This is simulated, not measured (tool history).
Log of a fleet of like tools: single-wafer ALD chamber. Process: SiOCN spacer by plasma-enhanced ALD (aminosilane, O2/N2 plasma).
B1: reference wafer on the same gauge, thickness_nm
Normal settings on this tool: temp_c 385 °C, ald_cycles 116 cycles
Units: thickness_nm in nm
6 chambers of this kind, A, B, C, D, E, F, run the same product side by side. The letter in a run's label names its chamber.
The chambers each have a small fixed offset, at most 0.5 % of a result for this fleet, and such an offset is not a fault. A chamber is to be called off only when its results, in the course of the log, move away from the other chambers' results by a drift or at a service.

{"run": "1C", "hour": 8.9, "temp_c": 385, "ald_cycles": 116, "B1": 6.341, "thickness_nm": 7.0497}
{"run": "2D", "hour": 16.5, "temp_c": 385, "ald_cycles": 116, "B1": 6.3362, "thickness_nm": 7.053}
{"run": "3E", "hour": 26.4, "temp_c": 385, "ald_cycles": 116, "B1": 6.339, "thickness_nm": 7.0457}
{"run": "4B", "hour": 36.3, "temp_c": 385, "ald_cycles": 116, "B1": 6.3344, "thickness_nm": 7.0342}
{"run": "5A", "hour": 47.7, "temp_c": 375, "ald_cycles": 95, "B1": 6.3422, "thickness_nm": 5.7411}
{"run": "6F", "hour": 54.9, "temp_c": 375, "ald_cycles": 95, "B1": 6.3415, "thickness_nm": 5.7011}
{"run": "7E", "hour": 63.7, "temp_c": 375, "ald_cycles": 95, "B1": 6.3417, "thickness_nm": 5.7517}
{"run": "8B", "hour": 72.6, "temp_c": 375, "ald_cycles": 95, "B1": 6.3418, "thickness_nm": 5.6614}
{"run": "9D", "hour": 77.9, "temp_c": 375, "ald_cycles": 95, "B1": 6.342, "thickness_nm": 5.7271}
{"run": "10C", "hour": 84.9, "temp_c": 375, "ald_cycles": 95, "B1": 6.3293, "thickness_nm": 5.7458}
{"run": "11F", "hour": 95.3, "temp_c": 375, "ald_cycles": 133, "B1": 6.3448, "thickness_nm": 8.0219}
{"run": "12A", "hour": 100.4, "temp_c": 375, "ald_cycles": 133, "B1": 6.3434, "thickness_nm": 8.0219}
{"run": "13F", "hour": 105.5, "temp_c": 375, "ald_cycles": 133, "B1": 6.3311, "thickness_nm": 7.998}
{"run": "14C", "hour": 115.4, "temp_c": 375, "ald_cycles": 133, "B1": 6.3421, "thickness_nm": 8.0386}
{"run": "15D", "hour": 120.6, "temp_c": 375, "ald_cycles": 133, "B1": 6.3365, "thickness_nm": 8.0288}
{"run": "16E", "hour": 127.9, "temp_c": 375, "ald_cycles": 133, "B1": 6.3385, "thickness_nm": 7.9932}
{"run": "17A", "hour": 136.0, "temp_c": 385, "ald_cycles": 116, "B1": 6.3349, "thickness_nm": 7.0106}
{"run": "18B", "hour": 141.5, "temp_c": 385, "ald_cycles": 116, "B1": 6.3281, "thickness_nm": 6.9551}
{"run": "19F", "hour": 148.2, "temp_c": 385, "ald_cycles": 116, "B1": 6.3372, "thickness_nm": 7.0296}
{"run": "20D", "hour": 157.4, "temp_c": 385, "ald_cycles": 116, "B1": 6.3325, "thickness_nm": 6.9989}
{"run": "21C", "hour": 165.1, "temp_c": 385, "ald_cycles": 116, "B1": 6.3315, "thickness_nm": 7.02}
{"run": "22A", "hour": 170.2, "temp_c": 385, "ald_cycles": 116, "B1": 6.3405, "thickness_nm": 6.973}
{"run": "23B", "hour": 177.4, "temp_c": 385, "ald_cycles": 116, "B1": 6.3422, "thickness_nm": 7.0024}
{"run": "24E", "hour": 185.4, "temp_c": 385, "ald_cycles": 116, "B1": 6.3376, "thickness_nm": 7.0685}
{"run": "25D", "hour": 196.6, "temp_c": 385, "ald_cycles": 116, "B1": 6.3379, "thickness_nm": 7.0169}
{"run": "26F", "hour": 203.0, "temp_c": 385, "ald_cycles": 116, "B1": 6.3392, "thickness_nm": 7.0346}
{"run": "27C", "hour": 211.3, "temp_c": 385, "ald_cycles": 116, "B1": 6.3306, "thickness_nm": 7.0357}
{"run": "28B", "hour": 218.6, "temp_c": 379, "ald_cycles": 137, "B1": 6.3335, "thickness_nm": 8.2629}
{"run": "29E", "hour": 225.7, "temp_c": 379, "ald_cycles": 137, "B1": 6.333, "thickness_nm": 8.2459}
{"run": "30A", "hour": 232.7, "temp_c": 379, "ald_cycles": 137, "B1": 6.3321, "thickness_nm": 8.2882}
{"run": "31B", "hour": 243.3, "temp_c": 379, "ald_cycles": 137, "B1": 6.3423, "thickness_nm": 8.3012}
{"run": "32A", "hour": 250.6, "temp_c": 379, "ald_cycles": 137, "B1": 6.3381, "thickness_nm": 8.2701}
{"run": "33F", "hour": 261.9, "temp_c": 379, "ald_cycles": 137, "B1": 6.3338, "thickness_nm": 8.3081}
{"run": "34E", "hour": 272.6, "temp_c": 385, "ald_cycles": 116, "B1": 6.3467, "thickness_nm": 6.9757}
{"run": "35D", "hour": 277.7, "temp_c": 385, "ald_cycles": 116, "B1": 6.3428, "thickness_nm": 6.9878}
{"run": "36C", "hour": 286.1, "temp_c": 385, "ald_cycles": 116, "B1": 6.3413, "thickness_nm": 7.0146}
{"run": "37E", "hour": 292.7, "temp_c": 385, "ald_cycles": 116, "B1": 6.3397, "thickness_nm": 6.9875}
{"run": "38B", "hour": 302.1, "temp_c": 385, "ald_cycles": 116, "B1": 6.3379, "thickness_nm": 7.0089}
{"run": "39F", "hour": 312.6, "temp_c": 385, "ald_cycles": 116, "B1": 6.3369, "thickness_nm": 7.0818}
{"run": "40A", "hour": 322.9, "temp_c": 385, "ald_cycles": 116, "B1": 6.3412, "thickness_nm": 7.0027}
{"run": "41D", "hour": 330.5, "temp_c": 385, "ald_cycles": 116, "B1": 6.3428, "thickness_nm": 7.0156}
{"run": "42C", "hour": 336.0, "temp_c": 385, "ald_cycles": 116, "B1": 6.3396, "thickness_nm": 7.0198}

All chambers now run identical settings, listed one chamber a line with results as question marks. What results will each chamber show?
{"run": "43A", "hour": 344.2, "temp_c": 385, "ald_cycles": 116, "thickness_nm": "?"}
{"run": "43B", "hour": 344.2, "temp_c": 385, "ald_cycles": 116, "thickness_nm": "?"}
{"run": "43C", "hour": 344.2, "temp_c": 385, "ald_cycles": 116, "thickness_nm": "?"}
{"run": "43D", "hour": 344.2, "temp_c": 385, "ald_cycles": 116, "thickness_nm": "?"}
{"run": "43E", "hour": 344.2, "temp_c": 385, "ald_cycles": 116, "thickness_nm": "?"}
{"run": "43F", "hour": 344.2, "temp_c": 385, "ald_cycles": 116, "thickness_nm": "?"}

run=43A thickness_nm=7.0256
run=43B thickness_nm=6.9392
run=43C thickness_nm=7.0119
run=43D thickness_nm=6.9927
run=43E thickness_nm=6.9967
run=43F thickness_nm=6.9159

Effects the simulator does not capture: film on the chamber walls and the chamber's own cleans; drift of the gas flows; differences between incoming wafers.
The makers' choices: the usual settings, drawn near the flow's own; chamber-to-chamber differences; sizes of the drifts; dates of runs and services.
